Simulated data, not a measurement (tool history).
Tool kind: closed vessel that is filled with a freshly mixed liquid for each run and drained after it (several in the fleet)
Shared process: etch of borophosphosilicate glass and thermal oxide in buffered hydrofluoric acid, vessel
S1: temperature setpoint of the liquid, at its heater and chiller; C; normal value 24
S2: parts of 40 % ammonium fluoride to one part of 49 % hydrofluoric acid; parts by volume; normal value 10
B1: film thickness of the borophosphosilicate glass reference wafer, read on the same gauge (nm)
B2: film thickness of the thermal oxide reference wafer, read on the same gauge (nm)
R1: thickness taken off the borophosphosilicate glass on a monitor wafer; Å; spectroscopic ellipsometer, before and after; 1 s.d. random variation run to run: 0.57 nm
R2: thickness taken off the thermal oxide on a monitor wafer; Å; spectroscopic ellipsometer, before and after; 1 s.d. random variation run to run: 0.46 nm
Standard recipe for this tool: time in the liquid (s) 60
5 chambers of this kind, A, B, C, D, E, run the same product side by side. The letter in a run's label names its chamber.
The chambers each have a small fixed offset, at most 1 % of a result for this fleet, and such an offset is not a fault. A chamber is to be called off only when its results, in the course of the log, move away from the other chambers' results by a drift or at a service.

{"run": "1E", "day": 0.338, "S1": 24, "S2": 10, "time in the liquid (s)": 60, "B1": 109.99, "B2": 90.004, "R1": 1703.1, "R2": 667.32}
{"run": "2C", "day": 0.629, "S1": 24, "S2": 10, "time in the liquid (s)": 60, "B1": 110.01, "B2": 90.013, "R1": 1687.7, "R2": 675.63}
{"run": "3D", "day": 0.917, "S1": 24, "S2": 10, "time in the liquid (s)": 60, "B1": 110.01, "B2": 89.985, "R1": 1681, "R2": 668.19}
{"run": "4A", "day": 1.204, "S1": 24, "S2": 10, "time in the liquid (s)": 60, "B1": 109.96, "B2": 89.954, "R1": 1703.7, "R2": 680.97}
{"run": "5B", "day": 1.596, "S1": 24, "S2": 10, "time in the liquid (s)": 60, "B1": 110.01, "B2": 89.97, "R1": 1709.4, "R2": 674.35}
{"run": "6C", "day": 1.983, "S1": 24, "S2": 10, "time in the liquid (s)": 60, "B1": 110, "B2": 90.007, "R1": 1687.7, "R2": 678.25}
{"run": "7B", "day": 2.254, "S1": 24, "S2": 10, "time in the liquid (s)": 60, "B1": 110.01, "B2": 90.005, "R1": 1701.2, "R2": 673.13}
{"run": "8D", "day": 2.779, "S1": 27, "S2": 10, "time in the liquid (s)": 60, "B1": 110, "B2": 89.984, "R1": 1970.1, "R2": 785.79}
{"run": "9A", "day": 3.112, "S1": 27, "S2": 10, "time in the liquid (s)": 60, "B1": 110, "B2": 90.003, "R1": 1991.3, "R2": 789.13}
{"run": "10E", "day": 3.529, "S1": 27, "S2": 10, "time in the liquid (s)": 60, "B1": 109.98, "B2": 89.991, "R1": 1998.9, "R2": 789.81}
{"day": 3.592, "done": "chamber A: thermometer replaced"}
{"day": 3.729, "done": "chamber C: hydrofluoric acid flow meter replaced"}
{"run": "11E", "day": 3.825, "S1": 27, "S2": 10, "time in the liquid (s)": 60, "B1": 109.98, "B2": 90.038, "R1": 1992.7, "R2": 782.45}
{"run": "12A", "day": 4.079, "S1": 27, "S2": 10, "time in the liquid (s)": 60, "B1": 110, "B2": 90.034, "R1": 1993, "R2": 798.8}
{"run": "13B", "day": 4.479, "S1": 24, "S2": 10, "time in the liquid (s)": 60, "B1": 109.99, "B2": 90.05, "R1": 1693.4, "R2": 664.13}
{"run": "14D", "day": 4.833, "S1": 24, "S2": 10, "time in the liquid (s)": 60, "B1": 110.01, "B2": 90.021, "R1": 1683.7, "R2": 675.61}
{"run": "15C", "day": 5.246, "S1": 21, "S2": 10, "time in the liquid (s)": 80, "B1": 110.02, "B2": 90.053, "R1": 1918.6, "R2": 757.56}
{"run": "16B", "day": 5.679, "S1": 21, "S2": 10, "time in the liquid (s)": 80, "B1": 109.99, "B2": 89.987, "R1": 1933.6, "R2": 761.65}
{"run": "17D", "day": 6.192, "S1": 21, "S2": 10, "time in the liquid (s)": 80, "B1": 110.03, "B2": 90, "R1": 1915.1, "R2": 757.06}
{"run": "18A", "day": 6.521, "S1": 21, "S2": 10, "time in the liquid (s)": 80, "B1": 110.01, "B2": 90.016, "R1": 1930.1, "R2": 762.04}
{"run": "19E", "day": 6.883, "S1": 21, "S2": 10, "time in the liquid (s)": 80, "B1": 110.02, "B2": 90.038, "R1": 1940, "R2": 763.15}
{"run": "20C", "day": 7.246, "S1": 24, "S2": 10, "time in the liquid (s)": 60, "B1": 110, "B2": 90.015, "R1": 1682.6, "R2": 667.31}
{"day": 7.471, "done": "chamber E: hydrofluoric acid flow meter replaced"}
{"run": "21D", "day": 7.517, "S1": 19.5, "S2": 10, "time in the liquid (s)": 60, "B1": 109.98, "B2": 89.994, "R1": 1319.5, "R2": 520.72}
{"run": "22C", "day": 8.0, "S1": 19.5, "S2": 10, "time in the liquid (s)": 60, "B1": 109.99, "B2": 90.022, "R1": 1316.9, "R2": 525.71}
{"run": "23E", "day": 8.362, "S1": 19.5, "S2": 10, "time in the liquid (s)": 60, "B1": 110.02, "B2": 90.026, "R1": 1333.1, "R2": 517.12}
{"day": 8.796, "done": "chamber C: thermometer replaced"}
{"run": "24B", "day": 8.888, "S1": 19.5, "S2": 10, "time in the liquid (s)": 60, "B1": 109.99, "B2": 90.04, "R1": 1332.2, "R2": 522.01}
{"run": "25A", "day": 9.175, "S1": 19.5, "S2": 10, "time in the liquid (s)": 60, "B1": 110.01, "B2": 90.028, "R1": 1337.5, "R2": 530.92}
{"run": "26A", "day": 9.533, "S1": 24, "S2": 10, "time in the liquid (s)": 60, "B1": 109.97, "B2": 90.025, "R1": 1708.4, "R2": 681.95}
{"run": "27B", "day": 9.829, "S1": 24, "S2": 10, "time in the liquid (s)": 60, "B1": 110.01, "B2": 90.006, "R1": 1696.2, "R2": 676.56}
{"run": "28D", "day": 10.183, "S1": 24, "S2": 10, "time in the liquid (s)": 60, "B1": 110.03, "B2": 90, "R1": 1680.6, "R2": 668.01}
{"run": "29C", "day": 10.521, "S1": 24, "S2": 10, "time in the liquid (s)": 60, "B1": 110.02, "B2": 89.994, "R1": 1685.1, "R2": 669.07}
{"run": "30E", "day": 10.8, "S1": 25.5, "S2": 10, "time in the liquid (s)": 60, "B1": 110, "B2": 90.022, "R1": 1843.6, "R2": 730.02}
{"run": "31D", "day": 11.275, "S1": 25.5, "S2": 10, "time in the liquid (s)": 60, "B1": 110, "B2": 90.006, "R1": 1824.1, "R2": 722.84}

Next, every chamber runs the same settings. What will each give?
{"run": "32A", "day": 11.654, "S1": 28, "S2": 10, "time in the liquid (s)": 60, "R1": "?", "R2": "?"}
{"run": "32B", "day": 11.654, "S1": 28, "S2": 10, "time in the liquid (s)": 60, "R1": "?", "R2": "?"}
{"run": "32C", "day": 11.654, "S1": 28, "S2": 10, "time in the liquid (s)": 60, "R1": "?", "R2": "?"}
{"run": "32D", "day": 11.654, "S1": 28, "S2": 10, "time in the liquid (s)": 60, "R1": "?", "R2": "?"}
{"run": "32E", "day": 11.654, "S1": 28, "S2": 10, "time in the liquid (s)": 60, "R1": "?", "R2": "?"}

run=32A R1=2090.5 R2=844.45
run=32B R1=2098.4 R2=826.47
run=32C R1=2076.1 R2=822.73
run=32D R1=2071.3 R2=835.05
run=32E R1=2118.4 R2=826.76
